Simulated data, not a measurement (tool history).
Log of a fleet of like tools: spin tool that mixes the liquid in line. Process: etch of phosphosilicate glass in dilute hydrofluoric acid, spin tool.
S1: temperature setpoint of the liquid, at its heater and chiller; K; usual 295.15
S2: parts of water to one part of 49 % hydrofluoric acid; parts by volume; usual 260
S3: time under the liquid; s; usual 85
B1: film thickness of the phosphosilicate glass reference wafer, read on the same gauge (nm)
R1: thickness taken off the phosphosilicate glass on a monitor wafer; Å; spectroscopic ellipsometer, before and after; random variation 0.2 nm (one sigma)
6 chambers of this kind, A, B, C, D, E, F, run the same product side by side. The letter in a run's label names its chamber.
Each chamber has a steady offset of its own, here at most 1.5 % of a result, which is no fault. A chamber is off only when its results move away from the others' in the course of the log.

{"run": "1E", "hour": 5.3, "S1": 295.15, "S2": 260, "S3": 85, "B1": 80.004, "R1": 205.28}
{"run": "2B", "hour": 12.1, "S1": 295.15, "S2": 260, "S3": 85, "B1": 79.99, "R1": 200.01}
{"run": "3F", "hour": 19.0, "S1": 295.15, "S2": 260, "S3": 85, "B1": 80.005, "R1": 201.9}
{"run": "4A", "hour": 28.8, "S1": 295.15, "S2": 260, "S3": 85, "B1": 80.009, "R1": 204.02}
{"run": "5C", "hour": 37.3, "S1": 295.15, "S2": 260, "S3": 85, "B1": 79.975, "R1": 204.19}
{"run": "6D", "hour": 41.9, "S1": 295.15, "S2": 260, "S3": 85, "B1": 79.971, "R1": 199.32}
{"run": "7A", "hour": 48.0, "S1": 299.65, "S2": 260, "S3": 110, "B1": 79.971, "R1": 306.86}
{"run": "8C", "hour": 55.5, "S1": 299.65, "S2": 260, "S3": 110, "B1": 79.976, "R1": 305.95}
{"run": "9F", "hour": 61.0, "S1": 299.65, "S2": 260, "S3": 110, "B1": 79.987, "R1": 310.08}
{"run": "10B", "hour": 68.7, "S1": 299.65, "S2": 260, "S3": 110, "B1": 79.949, "R1": 306.18}
{"run": "11E", "hour": 76.9, "S1": 299.65, "S2": 260, "S3": 110, "B1": 79.979, "R1": 314.08}
{"run": "12D", "hour": 83.8, "S1": 299.65, "S2": 260, "S3": 110, "B1": 80.035, "R1": 301.49}
{"hour": 86.2, "done": "chamber D: hydrofluoric acid flow meter replaced"}
{"run": "13E", "hour": 89.9, "S1": 295.15, "S2": 385, "S3": 105, "B1": 79.954, "R1": 152.54}
{"run": "14C", "hour": 99.7, "S1": 295.15, "S2": 385, "S3": 105, "B1": 80.015, "R1": 152.3}
{"run": "15B", "hour": 106.3, "S1": 295.15, "S2": 385, "S3": 105, "B1": 79.972, "R1": 149.85}
{"run": "16D", "hour": 111.9, "S1": 295.15, "S2": 385, "S3": 105, "B1": 80.029, "R1": 146.21}
{"run": "17A", "hour": 121.4, "S1": 295.15, "S2": 385, "S3": 105, "B1": 80.001, "R1": 152.28}
{"run": "18F", "hour": 126.0, "S1": 295.15, "S2": 385, "S3": 105, "B1": 80.005, "R1": 149.79}
{"run": "19C", "hour": 133.5, "S1": 295.15, "S2": 260, "S3": 85, "B1": 79.981, "R1": 206.46}
{"run": "20B", "hour": 138.2, "S1": 295.15, "S2": 160, "S3": 65, "B1": 79.993, "R1": 279.39}
{"run": "21D", "hour": 143.5, "S1": 295.15, "S2": 160, "S3": 65, "B1": 80.018, "R1": 279.19}
{"run": "22A", "hour": 148.8, "S1": 295.15, "S2": 160, "S3": 65, "B1": 80.026, "R1": 275.04}
{"run": "23E", "hour": 158.4, "S1": 295.15, "S2": 160, "S3": 65, "B1": 79.96, "R1": 277.35}
{"run": "24F", "hour": 168.0, "S1": 295.15, "S2": 160, "S3": 65, "B1": 80.021, "R1": 279.49}
{"run": "25D", "hour": 176.0, "S1": 295.15, "S2": 160, "S3": 65, "B1": 79.99, "R1": 279.33}
{"run": "26E", "hour": 185.2, "S1": 295.15, "S2": 260, "S3": 85, "B1": 80.018, "R1": 202.29}
{"run": "27B", "hour": 191.4, "S1": 293.15, "S2": 145, "S3": 85, "B1": 79.988, "R1": 381.69}
{"run": "28F", "hour": 199.1, "S1": 293.15, "S2": 145, "S3": 85, "B1": 80.019, "R1": 384.56}
{"run": "29C", "hour": 207.0, "S1": 293.15, "S2": 145, "S3": 85, "B1": 79.961, "R1": 390.96}
{"run": "30A", "hour": 216.7, "S1": 293.15, "S2": 145, "S3": 85, "B1": 79.978, "R1": 381.92}
{"run": "31A", "hour": 222.2, "S1": 293.15, "S2": 145, "S3": 85, "B1": 79.972, "R1": 376.04}
{"run": "32F", "hour": 228.6, "S1": 293.15, "S2": 145, "S3": 85, "B1": 80.008, "R1": 381.41}
{"hour": 236.3, "done": "chamber E: hydrofluoric acid flow meter replaced"}
{"run": "33D", "hour": 236.4, "S1": 299.65, "S2": 310, "S3": 85, "B1": 79.981, "R1": 188.73}
{"run": "34B", "hour": 242.1, "S1": 299.65, "S2": 310, "S3": 85, "B1": 80.016, "R1": 186.46}
{"run": "35C", "hour": 251.1, "S1": 299.65, "S2": 310, "S3": 85, "B1": 79.979, "R1": 210.4}
{"run": "36E", "hour": 257.6, "S1": 299.65, "S2": 310, "S3": 85, "B1": 80.027, "R1": 188.64}
{"run": "37C", "hour": 263.8, "S1": 299.65, "S2": 310, "S3": 85, "B1": 79.998, "R1": 207.42}

Is one chamber off against the others, does the gauge drift, or is nothing wrong? If a chamber is off, say which, and what the likeliest cause is.

Chamber C drifts away from the others.
Cause: hydrofluoric acid flow above the setpoint (%) = 8.01.
The log may not tell that from: liquid hotter than its thermometer reads (K).

Here are 4 candidates for chamber C's next run, each the usual settings with a change, their results left as question marks. Which one brings its results back in line with what the others give on the usual settings?
In line means no further than this from the other chambers' mean on the usual settings: R1 6.9 Å
{"run": "38C-1", "hour": 271.3, "S1": 295.15, "S2": 265, "S3": 85, "R1": "?"}
{"run": "38C-2", "hour": 271.3, "S1": 295.15, "S2": 265, "S3": 80, "R1": "?"}
{"run": "38C-3", "hour": 271.3, "S1": 295.15, "S2": 255, "S3": 90, "R1": "?"}
{"run": "38C-4", "hour": 271.3, "S1": 295.15, "S2": 255, "S3": 85, "R1": "?"}

The other chambers' mean on the usual settings: R1 202.41 Å
run=38C-1 R1=216.83
run=38C-2 R1=204.08
run=38C-3 R1=240.61
run=38C-4 R1=227.24
38C-2 brings the chamber back in line.
